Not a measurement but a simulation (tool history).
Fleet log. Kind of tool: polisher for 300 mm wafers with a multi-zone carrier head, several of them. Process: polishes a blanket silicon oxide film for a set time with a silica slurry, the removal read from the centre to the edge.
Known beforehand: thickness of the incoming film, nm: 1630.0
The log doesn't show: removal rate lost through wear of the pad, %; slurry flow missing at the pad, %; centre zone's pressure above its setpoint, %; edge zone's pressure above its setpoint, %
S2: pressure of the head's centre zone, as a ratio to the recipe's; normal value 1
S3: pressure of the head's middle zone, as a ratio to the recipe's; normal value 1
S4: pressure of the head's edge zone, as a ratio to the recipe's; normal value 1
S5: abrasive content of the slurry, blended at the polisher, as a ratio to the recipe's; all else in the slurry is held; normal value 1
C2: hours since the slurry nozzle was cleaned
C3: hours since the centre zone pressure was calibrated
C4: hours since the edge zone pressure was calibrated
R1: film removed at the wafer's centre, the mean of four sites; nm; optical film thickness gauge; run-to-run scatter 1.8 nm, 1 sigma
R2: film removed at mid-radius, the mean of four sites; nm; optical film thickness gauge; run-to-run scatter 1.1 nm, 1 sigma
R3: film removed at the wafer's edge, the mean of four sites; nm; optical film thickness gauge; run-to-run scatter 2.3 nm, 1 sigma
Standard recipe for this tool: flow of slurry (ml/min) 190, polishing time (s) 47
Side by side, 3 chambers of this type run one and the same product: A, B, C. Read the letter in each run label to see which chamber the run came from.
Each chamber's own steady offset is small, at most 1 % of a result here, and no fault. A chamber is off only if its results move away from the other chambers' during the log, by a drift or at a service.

{"run": "1A", "hour": 4.3, "flow of slurry (ml/min)": 190, "S2": 1, "S3": 1, "S4": 1, "S5": 1, "polishing time (s)": 47, "wafers polished on this pad": 638, "C2": 87.9, "C3": 843.3, "C4": 250.1, "R1": 170.65, "R2": 172.35, "R3": 174.74}
{"run": "2B", "hour": 8.0, "flow of slurry (ml/min)": 190, "S2": 1, "S3": 1, "S4": 1, "S5": 1, "polishing time (s)": 47, "wafers polished on this pad": 1084, "C2": 146.7, "C3": 27, "C4": 257.7, "R1": 174.19, "R2": 171.96, "R3": 172.56}
{"run": "3C", "hour": 15.2, "flow of slurry (ml/min)": 190, "S2": 1, "S3": 1, "S4": 1, "S5": 1, "polishing time (s)": 47, "wafers polished on this pad": 468, "C2": 182.8, "C3": 244.6, "C4": 723.5, "R1": 172.57, "R2": 169.46, "R3": 172.62}
{"run": "4B", "hour": 21.6, "flow of slurry (ml/min)": 190, "S2": 1, "S3": 1, "S4": 1, "S5": 1, "polishing time (s)": 47, "wafers polished on this pad": 1293, "C2": 160.3, "C3": 40.6, "C4": 271.3, "R1": 175.51, "R2": 172.47, "R3": 170.71}
{"hour": 25.1, "done": "chamber B: worn pad replaced by a new one"}
{"run": "5A", "hour": 28.8, "flow of slurry (ml/min)": 190, "S2": 1, "S3": 1, "S4": 1, "S5": 1, "polishing time (s)": 47, "wafers polished on this pad": 1015, "C2": 112.4, "C3": 867.8, "C4": 274.6, "R1": 176, "R2": 174.33, "R3": 173.17}
{"hour": 34.4, "done": "chamber A: worn pad replaced by a new one"}
{"run": "6C", "hour": 35.7, "flow of slurry (ml/min)": 190, "S2": 1, "S3": 1, "S4": 1, "S5": 1, "polishing time (s)": 47, "wafers polished on this pad": 784, "C2": 203.3, "C3": 265.1, "C4": 744, "R1": 173.28, "R2": 171.36, "R3": 169.62}
{"run": "7B", "hour": 39.1, "flow of slurry (ml/min)": 190, "S2": 1, "S3": 1, "S4": 1, "S5": 1, "polishing time (s)": 47, "wafers polished on this pad": 216, "C2": 177.8, "C3": 58.1, "C4": 288.8, "R1": 172.04, "R2": 173.13, "R3": 172.47}
{"run": "8C", "hour": 43.9, "flow of slurry (ml/min)": 190, "S2": 1, "S3": 1, "S4": 1, "S5": 1, "polishing time (s)": 47, "wafers polished on this pad": 910, "C2": 211.5, "C3": 273.3, "C4": 752.2, "R1": 172.74, "R2": 170.82, "R3": 175.04}
{"run": "9A", "hour": 48.5, "flow of slurry (ml/min)": 190, "S2": 1, "S3": 1, "S4": 1, "S5": 1, "polishing time (s)": 47, "wafers polished on this pad": 217, "C2": 132.1, "C3": 887.5, "C4": 294.3, "R1": 171.45, "R2": 174.05, "R3": 171.11}
{"run": "10A", "hour": 51.8, "flow of slurry (ml/min)": 190, "S2": 1, "S3": 1, "S4": 1, "S5": 1, "polishing time (s)": 47, "wafers polished on this pad": 268, "C2": 135.4, "C3": 890.8, "C4": 297.6, "R1": 172.38, "R2": 173.54, "R3": 172}
{"run": "11C", "hour": 58.8, "flow of slurry (ml/min)": 190, "S2": 1, "S3": 1, "S4": 1, "S5": 1, "polishing time (s)": 47, "wafers polished on this pad": 1139, "C2": 226.4, "C3": 288.2, "C4": 767.1, "R1": 172.88, "R2": 171.87, "R3": 174.18}
{"run": "12B", "hour": 65.3, "flow of slurry (ml/min)": 190, "S2": 1, "S3": 1, "S4": 1, "S5": 1, "polishing time (s)": 47, "wafers polished on this pad": 619, "C2": 204, "C3": 84.3, "C4": 315, "R1": 175.26, "R2": 172.91, "R3": 168.74}
{"run": "13C", "hour": 72.3, "flow of slurry (ml/min)": 190, "S2": 1, "S3": 1, "S4": 1, "S5": 1.25, "polishing time (s)": 47, "wafers polished on this pad": 1347, "C2": 239.9, "C3": 301.7, "C4": 780.6, "R1": 191.33, "R2": 188.64, "R3": 193.15}
{"run": "14A", "hour": 76.7, "flow of slurry (ml/min)": 190, "S2": 1, "S3": 1, "S4": 1, "S5": 1.25, "polishing time (s)": 47, "wafers polished on this pad": 651, "C2": 160.3, "C3": 915.7, "C4": 322.5, "R1": 186.86, "R2": 189.12, "R3": 190.5}
{"run": "15B", "hour": 81.1, "flow of slurry (ml/min)": 190, "S2": 1, "S3": 1, "S4": 1, "S5": 1.25, "polishing time (s)": 47, "wafers polished on this pad": 863, "C2": 219.8, "C3": 100.1, "C4": 330.8, "R1": 189.36, "R2": 186.98, "R3": 185.15}
{"hour": 85.0, "done": "chamber C: worn pad replaced by a new one"}
{"run": "16A", "hour": 85.5, "flow of slurry (ml/min)": 190, "S2": 1, "S3": 1, "S4": 1, "S5": 1, "polishing time (s)": 47, "wafers polished on this pad": 786, "C2": 169.1, "C3": 924.5, "C4": 331.3, "R1": 173.62, "R2": 173.15, "R3": 174.56}
{"run": "17B", "hour": 89.2, "flow of slurry (ml/min)": 190, "S2": 1, "S3": 1, "S4": 1, "S5": 1, "polishing time (s)": 47, "wafers polished on this pad": 987, "C2": 227.9, "C3": 108.2, "C4": 338.9, "R1": 172.18, "R2": 173.97, "R3": 175.65}
{"hour": 90.2, "done": "chamber B: slurry nozzle cleaned"}
{"run": "18C", "hour": 93.7, "flow of slurry (ml/min)": 190, "S2": 1, "S3": 1, "S4": 1, "S5": 1, "polishing time (s)": 47, "wafers polished on this pad": 134, "C2": 261.3, "C3": 323.1, "C4": 802, "R1": 170.41, "R2": 170.75, "R3": 173.12}
{"hour": 98.7, "done": "chamber A: worn pad replaced by a new one"}
{"run": "19A", "hour": 99.6, "flow of slurry (ml/min)": 190, "S2": 1, "S3": 1, "S4": 1, "S5": 1, "polishing time (s)": 47, "wafers polished on this pad": 15, "C2": 183.2, "C3": 938.6, "C4": 345.4, "R1": 167.79, "R2": 173.68, "R3": 173.79}
{"hour": 102.7, "done": "chamber B: worn pad replaced by a new one"}
{"run": "20B", "hour": 104.7, "flow of slurry (ml/min)": 190, "S2": 1, "S3": 1, "S4": 1, "S5": 1, "polishing time (s)": 47, "wafers polished on this pad": 31, "C2": 14.5, "C3": 123.7, "C4": 354.4, "R1": 171.03, "R2": 172.15, "R3": 172.01}
{"run": "21C", "hour": 110.2, "flow of slurry (ml/min)": 190, "S2": 1, "S3": 1, "S4": 1, "S5": 1, "polishing time (s)": 47, "wafers polished on this pad": 388, "C2": 277.8, "C3": 339.6, "C4": 818.5, "R1": 171.32, "R2": 169.97, "R3": 172.45}
{"hour": 115.0, "done": "chamber C: centre zone pressure recalibrated"}
{"run": "22A", "hour": 115.8, "flow of slurry (ml/min)": 190, "S2": 1, "S3": 1, "S4": 1, "S5": 1, "polishing time (s)": 47, "wafers polished on this pad": 264, "C2": 199.4, "C3": 954.8, "C4": 361.6, "R1": 172.91, "R2": 174.34, "R3": 170.05}
{"run": "23B", "hour": 123.0, "flow of slurry (ml/min)": 190, "S2": 1, "S3": 1, "S4": 1, "S5": 1, "polishing time (s)": 47, "wafers polished on this pad": 312, "C2": 32.8, "C3": 142, "C4": 372.7, "R1": 174.06, "R2": 173.09, "R3": 168.57}
{"hour": 127.4, "done": "chamber A: slurry nozzle cleaned"}
{"run": "24C", "hour": 127.6, "flow of slurry (ml/min)": 190, "S2": 1, "S3": 1, "S4": 1, "S5": 1, "polishing time (s)": 47, "wafers polished on this pad": 656, "C2": 295.2, "C3": 12.7, "C4": 835.9, "R1": 169.22, "R2": 170.37, "R3": 171.27}
{"run": "25A", "hour": 133.6, "flow of slurry (ml/min)": 190, "S2": 1, "S3": 1, "S4": 1, "S5": 1, "polishing time (s)": 47, "wafers polished on this pad": 538, "C2": 6.3, "C3": 972.6, "C4": 379.4, "R1": 176.07, "R2": 173.48, "R3": 174.29}
{"run": "26B", "hour": 137.6, "flow of slurry (ml/min)": 190, "S2": 1, "S3": 1, "S4": 1, "S5": 1, "polishing time (s)": 47, "wafers polished on this pad": 537, "C2": 47.4, "C3": 156.6, "C4": 387.3, "R1": 171.98, "R2": 174.16, "R3": 172.32}
{"run": "27C", "hour": 143.7, "flow of slurry (ml/min)": 190, "S2": 1, "S3": 1, "S4": 1, "S5": 1, "polishing time (s)": 47, "wafers polished on this pad": 904, "C2": 311.3, "C3": 28.8, "C4": 852, "R1": 174.27, "R2": 169.53, "R3": 171.22}
{"run": "28A", "hour": 147.1, "flow of slurry (ml/min)": 190, "S2": 1, "S3": 1, "S4": 1, "S5": 1, "polishing time (s)": 47, "wafers polished on this pad": 745, "C2": 19.8, "C3": 986.1, "C4": 392.9, "R1": 172.21, "R2": 173.99, "R3": 171.11}
{"run": "29B", "hour": 153.2, "flow of slurry (ml/min)": 190, "S2": 1, "S3": 1, "S4": 1, "S5": 1, "polishing time (s)": 47, "wafers polished on this pad": 777, "C2": 63, "C3": 172.2, "C4": 402.9, "R1": 171.36, "R2": 174.98, "R3": 174.28}
{"run": "30C", "hour": 159.9, "flow of slurry (ml/min)": 190, "S2": 1, "S3": 1, "S4": 1, "S5": 1, "polishing time (s)": 47, "wafers polished on this pad": 1153, "C2": 327.5, "C3": 45, "C4": 868.2, "R1": 170.41, "R2": 172.33, "R3": 173.39}

Next, every chamber runs the same settings. What will each give?
{"run": "31A", "hour": 165.3, "flow of slurry (ml/min)": 190, "S2": 1, "S3": 1, "S4": 1, "S5": 1.15, "polishing time (s)": 47, "R1": "?", "R2": "?", "R3": "?"}
{"run": "31B", "hour": 165.3, "flow of slurry (ml/min)": 190, "S2": 1, "S3": 1, "S4": 1, "S5": 1.15, "polishing time (s)": 47, "R1": "?", "R2": "?", "R3": "?"}
{"run": "31C", "hour": 165.3, "flow of slurry (ml/min)": 190, "S2": 1, "S3": 1, "S4": 1, "S5": 1.15, "polishing time (s)": 47, "R1": "?", "R2": "?", "R3": "?"}

run=31A R1=183.24 R2=185.11 R3=180.85
run=31B R1=184.26 R2=184.44 R3=181.97
run=31C R1=182.83 R2=181.81 R3=187.59

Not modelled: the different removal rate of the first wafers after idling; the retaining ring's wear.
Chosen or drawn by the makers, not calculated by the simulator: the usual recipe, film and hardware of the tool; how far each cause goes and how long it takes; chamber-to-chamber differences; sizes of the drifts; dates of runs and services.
